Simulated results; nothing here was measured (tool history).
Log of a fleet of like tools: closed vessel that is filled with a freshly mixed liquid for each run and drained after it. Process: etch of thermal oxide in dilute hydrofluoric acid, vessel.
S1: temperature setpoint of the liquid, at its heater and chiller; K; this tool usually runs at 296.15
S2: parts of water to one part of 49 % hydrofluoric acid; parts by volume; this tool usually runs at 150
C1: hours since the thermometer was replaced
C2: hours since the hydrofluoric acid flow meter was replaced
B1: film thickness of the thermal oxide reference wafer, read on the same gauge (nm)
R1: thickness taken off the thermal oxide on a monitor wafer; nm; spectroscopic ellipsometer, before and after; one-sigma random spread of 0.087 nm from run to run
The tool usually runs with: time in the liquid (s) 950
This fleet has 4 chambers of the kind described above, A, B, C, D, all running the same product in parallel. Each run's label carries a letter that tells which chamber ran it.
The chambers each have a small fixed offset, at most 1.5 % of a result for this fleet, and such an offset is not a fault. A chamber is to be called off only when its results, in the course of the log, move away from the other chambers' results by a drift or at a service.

{"run": "1D", "hour": 13.0, "S1": 296.15, "S2": 150, "time in the liquid (s)": 950, "C1": 583.3, "C2": 1472.7, "B1": 140.01, "R1": 27.573}
{"run": "2C", "hour": 26.1, "S1": 296.15, "S2": 150, "time in the liquid (s)": 950, "C1": 1616.5, "C2": 27.1, "B1": 140.04, "R1": 27.352}
{"run": "3B", "hour": 32.6, "S1": 296.15, "S2": 150, "time in the liquid (s)": 950, "C1": 427.7, "C2": 1713.4, "B1": 139.97, "R1": 27.409}
{"run": "4A", "hour": 39.9, "S1": 296.15, "S2": 150, "time in the liquid (s)": 950, "C1": 739.4, "C2": 305.5, "B1": 140, "R1": 27.455}
{"run": "5A", "hour": 50.1, "S1": 296.15, "S2": 150, "time in the liquid (s)": 950, "C1": 749.6, "C2": 315.7, "B1": 140.01, "R1": 27.415}
{"run": "6C", "hour": 60.0, "S1": 300.15, "S2": 150, "time in the liquid (s)": 950, "C1": 1650.4, "C2": 61, "B1": 140, "R1": 31.655}
{"hour": 65.1, "done": "chamber C: thermometer replaced"}
{"run": "7B", "hour": 70.0, "S1": 300.15, "S2": 150, "time in the liquid (s)": 950, "C1": 465.1, "C2": 1750.8, "B1": 139.99, "R1": 31.861}
{"run": "8D", "hour": 80.1, "S1": 300.15, "S2": 150, "time in the liquid (s)": 950, "C1": 650.4, "C2": 1539.8, "B1": 140.02, "R1": 32.16}
{"run": "9D", "hour": 86.6, "S1": 300.15, "S2": 150, "time in the liquid (s)": 950, "C1": 656.9, "C2": 1546.3, "B1": 139.97, "R1": 32.091}
{"run": "10A", "hour": 95.9, "S1": 296.15, "S2": 150, "time in the liquid (s)": 950, "C1": 795.4, "C2": 361.5, "B1": 139.99, "R1": 27.51}
{"run": "11C", "hour": 106.5, "S1": 296.15, "S2": 150, "time in the liquid (s)": 950, "C1": 41.5, "C2": 107.5, "B1": 139.98, "R1": 27.03}
{"run": "12B", "hour": 119.2, "S1": 296.15, "S2": 150, "time in the liquid (s)": 950, "C1": 514.3, "C2": 1800, "B1": 140, "R1": 27.448}
{"run": "13A", "hour": 129.7, "S1": 296.15, "S2": 150, "time in the liquid (s)": 950, "C1": 829.2, "C2": 395.3, "B1": 140.01, "R1": 27.497}
{"run": "14D", "hour": 138.1, "S1": 296.15, "S2": 150, "time in the liquid (s)": 1485, "C1": 708.4, "C2": 1597.8, "B1": 140.03, "R1": 43.107}
{"run": "15C", "hour": 144.2, "S1": 296.15, "S2": 150, "time in the liquid (s)": 1485, "C1": 79.2, "C2": 145.2, "B1": 140, "R1": 42.468}
{"run": "16B", "hour": 155.2, "S1": 296.15, "S2": 150, "time in the liquid (s)": 1485, "C1": 550.3, "C2": 1836, "B1": 140.01, "R1": 43.522}
{"run": "17B", "hour": 161.1, "S1": 296.15, "S2": 150, "time in the liquid (s)": 1485, "C1": 556.2, "C2": 1841.9, "B1": 139.99, "R1": 43.148}
{"run": "18C", "hour": 167.4, "S1": 296.15, "S2": 150, "time in the liquid (s)": 1205, "C1": 102.4, "C2": 168.4, "B1": 140, "R1": 34.46}
{"run": "19D", "hour": 179.1, "S1": 296.15, "S2": 150, "time in the liquid (s)": 1205, "C1": 749.4, "C2": 1638.8, "B1": 139.97, "R1": 35.121}
{"run": "20A", "hour": 192.3, "S1": 296.15, "S2": 150, "time in the liquid (s)": 1205, "C1": 891.8, "C2": 457.9, "B1": 139.98, "R1": 34.96}
{"run": "21C", "hour": 199.6, "S1": 296.15, "S2": 150, "time in the liquid (s)": 1205, "C1": 134.6, "C2": 200.6, "B1": 139.96, "R1": 34.608}
{"run": "22A", "hour": 210.1, "S1": 296.15, "S2": 150, "time in the liquid (s)": 950, "C1": 909.6, "C2": 475.7, "B1": 140, "R1": 27.766}
{"run": "23D", "hour": 219.3, "S1": 296.15, "S2": 150, "time in the liquid (s)": 950, "C1": 789.6, "C2": 1679, "B1": 140.03, "R1": 27.694}
{"run": "24B", "hour": 225.5, "S1": 296.15, "S2": 150, "time in the liquid (s)": 950, "C1": 620.6, "C2": 1906.3, "B1": 140.03, "R1": 27.855}
{"run": "25B", "hour": 237.7, "S1": 296.15, "S2": 150, "time in the liquid (s)": 950, "C1": 632.8, "C2": 1918.5, "B1": 139.99, "R1": 27.961}
{"run": "26D", "hour": 250.2, "S1": 296.15, "S2": 150, "time in the liquid (s)": 950, "C1": 820.5, "C2": 1709.9, "B1": 140.03, "R1": 27.55}
{"run": "27C", "hour": 261.4, "S1": 296.15, "S2": 150, "time in the liquid (s)": 950, "C1": 196.4, "C2": 262.4, "B1": 140.01, "R1": 27.261}
{"run": "28A", "hour": 267.8, "S1": 296.15, "S2": 150, "time in the liquid (s)": 950, "C1": 967.3, "C2": 533.4, "B1": 140.03, "R1": 27.609}
{"hour": 268.8, "done": "chamber D: hydrofluoric acid flow meter replaced"}
{"run": "29D", "hour": 274.9, "S1": 296.15, "S2": 150, "time in the liquid (s)": 950, "C1": 845.2, "C2": 6.1, "B1": 139.99, "R1": 27.82}
{"run": "30C", "hour": 283.2, "S1": 296.15, "S2": 150, "time in the liquid (s)": 950, "C1": 218.2, "C2": 284.2, "B1": 139.98, "R1": 27.273}
{"run": "31A", "hour": 296.1, "S1": 296.15, "S2": 150, "time in the liquid (s)": 950, "C1": 995.6, "C2": 561.7, "B1": 139.99, "R1": 27.579}
{"run": "32B", "hour": 303.7, "S1": 296.15, "S2": 150, "time in the liquid (s)": 950, "C1": 698.8, "C2": 1984.5, "B1": 140, "R1": 28.062}
{"run": "33A", "hour": 316.0, "S1": 296.15, "S2": 150, "time in the liquid (s)": 950, "C1": 1015.5, "C2": 581.6, "B1": 140, "R1": 27.578}
{"run": "34B", "hour": 329.3, "S1": 296.15, "S2": 150, "time in the liquid (s)": 950, "C1": 724.4, "C2": 2010.1, "B1": 140, "R1": 28.312}
{"run": "35D", "hour": 335.9, "S1": 298.15, "S2": 115, "time in the liquid (s)": 950, "C1": 906.2, "C2": 67.1, "B1": 140.01, "R1": 40.858}
{"run": "36C", "hour": 345.6, "S1": 298.15, "S2": 115, "time in the liquid (s)": 950, "C1": 280.6, "C2": 346.6, "B1": 140.02, "R1": 39.756}
{"run": "37B", "hour": 359.0, "S1": 298.15, "S2": 115, "time in the liquid (s)": 950, "C1": 754.1, "C2": 2039.8, "B1": 140.01, "R1": 41.873}
{"run": "38D", "hour": 371.1, "S1": 298.15, "S2": 115, "time in the liquid (s)": 950, "C1": 941.4, "C2": 102.3, "B1": 139.96, "R1": 40.922}
{"run": "39A", "hour": 384.5, "S1": 296.15, "S2": 150, "time in the liquid (s)": 950, "C1": 1084, "C2": 650.1, "B1": 139.94, "R1": 27.526}
{"run": "40C", "hour": 393.4, "S1": 296.15, "S2": 90, "time in the liquid (s)": 415, "C1": 328.4, "C2": 394.4, "B1": 140.02, "R1": 20.859}

Is one chamber out of step, is the gauge drifting, or do the chambers differ by no more than their own small offsets? For an off chamber, give its letter and the likeliest cause.

It is chamber B that slowly wanders off from its peers.
Cause: liquid hotter than its thermometer reads (K) = 1.15.
The log may not tell that from: hydrofluoric acid flow above the setpoint (%).

Here are 4 candidates for chamber B's next run, each the usual settings with a change, their results left as question marks. Which one brings its results back in line with what the others give on the usual settings?
In-line tolerance around the mean of the other chambers on the usual settings: R1 0.3 nm
{"run": "41B-1", "hour": 403.2, "S1": 296.15, "S2": 150, "time in the liquid (s)": 970, "R1": "?"}
{"run": "41B-2", "hour": 403.2, "S1": 296.15, "S2": 150, "time in the liquid (s)": 985, "R1": "?"}
{"run": "41B-3", "hour": 403.2, "S1": 296.15, "S2": 155, "time in the liquid (s)": 950, "R1": "?"}
{"run": "41B-4", "hour": 403.2, "S1": 296.15, "S2": 150, "time in the liquid (s)": 935, "R1": "?"}

Other chambers, usual settings, mean: R1 27.462 nm
run=41B-1 R1=29.176
run=41B-2 R1=29.627
run=41B-3 R1=27.484
run=41B-4 R1=28.123
41B-3 brings the chamber back in line.

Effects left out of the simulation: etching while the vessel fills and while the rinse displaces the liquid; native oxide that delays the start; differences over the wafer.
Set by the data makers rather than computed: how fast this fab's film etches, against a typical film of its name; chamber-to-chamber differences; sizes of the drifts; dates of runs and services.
